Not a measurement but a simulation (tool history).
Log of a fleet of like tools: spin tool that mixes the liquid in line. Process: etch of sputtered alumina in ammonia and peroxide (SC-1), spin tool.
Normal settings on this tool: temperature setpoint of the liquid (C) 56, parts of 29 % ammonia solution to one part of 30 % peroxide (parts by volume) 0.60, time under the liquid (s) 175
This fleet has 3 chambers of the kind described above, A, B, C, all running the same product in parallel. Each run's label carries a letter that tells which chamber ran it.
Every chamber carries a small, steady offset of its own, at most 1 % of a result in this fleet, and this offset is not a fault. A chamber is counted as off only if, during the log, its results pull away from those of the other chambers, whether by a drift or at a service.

run,day,temperature setpoint of the liquid (C),parts of 29 % ammonia solution to one part of 30 % peroxide (parts by volume),time under the liquid (s),"read-back film thickness of the sputtered alumina reference wafer, read on the same gauge (nm)",thickness taken off the sputtered alumina on a monitor wafer (nm)
1C,0.308,56,0.60,175,140.00,12.5870
2B,0.662,56,0.60,175,139.95,12.3870
3A,1.150,56,0.60,175,140.00,12.6110
4C,1.679,56,0.60,175,140.01,12.3610
# day 2.242: chamber B: ammonia flow meter replaced
5B,2.350,56,0.60,175,140.02,12.3470
6A,2.733,47,0.60,105,139.98,4.6201
7C,3.238,47,0.60,105,139.99,4.6017
# day 3.429: chamber B: new drum of ammonia solution connected
8A,3.617,47,0.60,105,139.98,4.6013
9B,3.958,56,0.60,175,140.02,12.3110
10A,4.542,56,0.60,225,139.99,16.0290
11C,5.012,56,0.60,225,140.00,16.1190
12B,5.429,56,0.60,225,139.97,15.8330
# day 5.675: chamber A: thermometer replaced
13A,5.946,56,0.60,175,139.99,12.4330
14B,6.462,56,0.60,175,140.02,12.4030
15C,7.121,56,0.60,175,139.98,12.6520
# day 7.283: chamber C: ammonia flow meter replaced
16B,7.646,56,0.60,175,140.04,12.5430
17A,8.238,56,0.60,175,140.00,12.3720
18C,8.850,56,0.75,175,139.99,13.2900
19C,9.492,56,0.75,175,140.03,13.1760
20A,10.158,56,0.75,175,140.01,12.8570
21B,10.492,56,0.60,175,139.98,12.3320
22A,11.092,56,0.60,175,140.02,12.5350
23C,11.421,56,0.60,175,139.96,12.9770
24B,11.850,56,0.60,175,140.01,12.2400
25C,12.504,56,0.60,175,139.98,13.4640
26A,13.021,56,0.60,175,139.99,12.5420

One chamber off, gauge drift, or nothing amiss beyond the chambers' own small offsets? If it is a chamber, which one, and what is the likeliest cause?

It is chamber C that slowly wanders off from its peers.
Most likely cause: liquid hotter than its thermometer reads (K) = 1.35.

Below are 4 candidate recipes for chamber C's next run, each the usual settings with a change, their results shown as question marks. Which of them brings C's results back in line with what the other chambers give on the usual settings?
In line means no further than this from the other chambers' mean on the usual settings: thickness taken off the sputtered alumina on a monitor wafer (nm) 0.2900
27C-1,13.512,56.0,0.60,150,,?
27C-2,13.512,57.5,0.60,175,,?
27C-3,13.512,57.5,0.60,190,,?
27C-4,13.512,54.5,0.60,175,,?

Other chambers, usual settings, mean: thickness taken off the sputtered alumina on a monitor wafer (nm) 12.3950
run,thickness taken off the sputtered alumina on a monitor wafer (nm)
27C-1,11.4460
27C-2,14.4450
27C-3,15.6840
27C-4,12.3350
It is 27C-4 that realigns the chamber with its peers.
